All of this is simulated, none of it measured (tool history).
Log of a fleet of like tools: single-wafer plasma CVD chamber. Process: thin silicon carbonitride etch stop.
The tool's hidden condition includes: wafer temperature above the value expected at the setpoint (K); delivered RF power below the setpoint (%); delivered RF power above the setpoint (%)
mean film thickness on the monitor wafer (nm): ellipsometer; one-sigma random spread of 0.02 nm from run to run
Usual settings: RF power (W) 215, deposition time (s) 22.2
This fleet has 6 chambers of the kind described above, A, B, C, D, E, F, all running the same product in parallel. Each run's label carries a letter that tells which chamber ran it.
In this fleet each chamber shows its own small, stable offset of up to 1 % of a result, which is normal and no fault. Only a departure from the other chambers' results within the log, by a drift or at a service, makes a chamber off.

| run | hour | RF power (W) | deposition time (s) | hours since the last thermocouple change | hours since the last RF generator calibration | read-back reference wafer on the same gauge, thickness_nm | mean film thickness on the monitor wafer (nm) |
|---|---|---|---|---|---|---|---|
| 1A | 10.1 | 215 | 22.2 | 992.9 | 1801.3 | 12.3 | 12.905 |
| 2C | 16.4 | 215 | 22.2 | 389.7 | 712 | 12.299 | 12.9 |
| 3E | 21.1 | 215 | 22.2 | 356 | 1125.9 | 12.297 | 12.822 |
| 4D | 30.6 | 215 | 22.2 | 1072 | 670.6 | 12.291 | 12.907 |
| 5F | 39.7 | 230 | 22.2 | 1637.8 | 598.1 | 12.29 | 13.284 |
| 6B | 49.4 | 230 | 22.2 | 1209.1 | 1254.6 | 12.288 | 13.205 |
| 7D | 56.3 | 230 | 22.2 | 1097.7 | 696.3 | 12.283 | 13.128 |
| 8A | 62.2 | 230 | 22.2 | 1045 | 1853.4 | 12.284 | 13.136 |
| 9F | 71.4 | 230 | 22.2 | 1669.5 | 629.8 | 12.281 | 13.3 |
| 10E | 80.9 | 230 | 22.2 | 415.8 | 1185.7 | 12.275 | 13.042 |
| 11B | 85.7 | 215 | 22.2 | 1245.4 | 1290.9 | 12.277 | 12.89 |
| 12C | 94 | 215 | 22.2 | 467.3 | 789.6 | 12.276 | 12.878 |
| 13E | 102 | 215 | 22.2 | 436.9 | 1206.8 | 12.274 | 12.783 |
| 14F | 109.8 | 215 | 22.2 | 1707.9 | 668.2 | 12.27 | 12.976 |
| 15C | 115.9 | 215 | 22.2 | 489.2 | 811.5 | 12.263 | 12.852 |
| 16A | 123.7 | 215 | 22.2 | 1106.5 | 1914.9 | 12.269 | 12.845 |
| 17B | 132 | 215 | 22.2 | 1291.7 | 1337.2 | 12.264 | 12.879 |
| 18D | 138.9 | 230 | 22.2 | 1180.3 | 778.9 | 12.26 | 13.111 |
| 19D | 147.4 | 230 | 22.2 | 1188.8 | 787.4 | 12.257 | 13.116 |
| 20A | 153.1 | 230 | 22.2 | 1135.9 | 1944.3 | 12.258 | 13.104 |
| 21F | 159.4 | 230 | 22.2 | 1757.5 | 717.8 | 12.26 | 13.223 |
| 22E | 168.5 | 230 | 22.2 | 503.4 | 1273.3 | 12.254 | 13.012 |
| 23C | 175.8 | 230 | 22.2 | 549.1 | 871.4 | 12.25 | 13.144 |
| 24B | 185 | 215 | 22.2 | 1344.7 | 1390.2 | 12.251 | 12.852 |
| 25D | 193.6 | 185 | 24.1 | 1235 | 833.6 | 12.245 | 13.32 |
| 26A | 200.4 | 185 | 24.1 | 1183.2 | 1991.6 | 12.245 | 13.323 |
| 27C | 210 | 185 | 24.1 | 583.3 | 905.6 | 12.241 | 13.307 |
|  | 212.2 | chamber A: RF generator calibrated |
| 28F | 215.7 | 185 | 24.1 | 1813.8 | 774.1 | 12.242 | 13.404 |
| 29E | 226.1 | 185 | 24.1 | 561 | 1330.9 | 12.234 | 13.211 |
| 30B | 230.9 | 185 | 24.1 | 1390.6 | 1436.1 | 12.235 | 13.33 |
| 31D | 238.5 | 235 | 22.2 | 1279.9 | 878.5 | 12.234 | 13.162 |
| 32C | 249 | 235 | 22.2 | 622.3 | 944.6 | 12.227 | 13.154 |
| 33F | 257.1 | 235 | 22.2 | 1855.2 | 815.5 | 12.229 | 13.287 |
| 34A | 262.4 | 235 | 22.2 | 1245.2 | 50.2 | 12.227 | 13.203 |
| 35B | 267.6 | 235 | 22.2 | 1427.3 | 1472.8 | 12.227 | 13.271 |
| 36E | 273.2 | 235 | 22.2 | 608.1 | 1378 | 12.224 | 13.047 |

Next, all 6 chambers run the settings below, one line each with question marks for the results. What does each chamber give?
| 37A | 280.9 | 215 | 18.7 |  |  |  | ? |
| 37B | 280.9 | 215 | 18.7 |  |  |  | ? |
| 37C | 280.9 | 215 | 18.7 |  |  |  | ? |
| 37D | 280.9 | 215 | 18.7 |  |  |  | ? |
| 37E | 280.9 | 215 | 18.7 |  |  |  | ? |
| 37F | 280.9 | 215 | 18.7 |  |  |  | ? |

| run | mean film thickness on the monitor wafer (nm) |
|---|---|
| 37A | 10.806 |
| 37B | 10.809 |
| 37C | 10.831 |
| 37D | 10.837 |
| 37E | 10.736 |
| 37F | 10.877 |
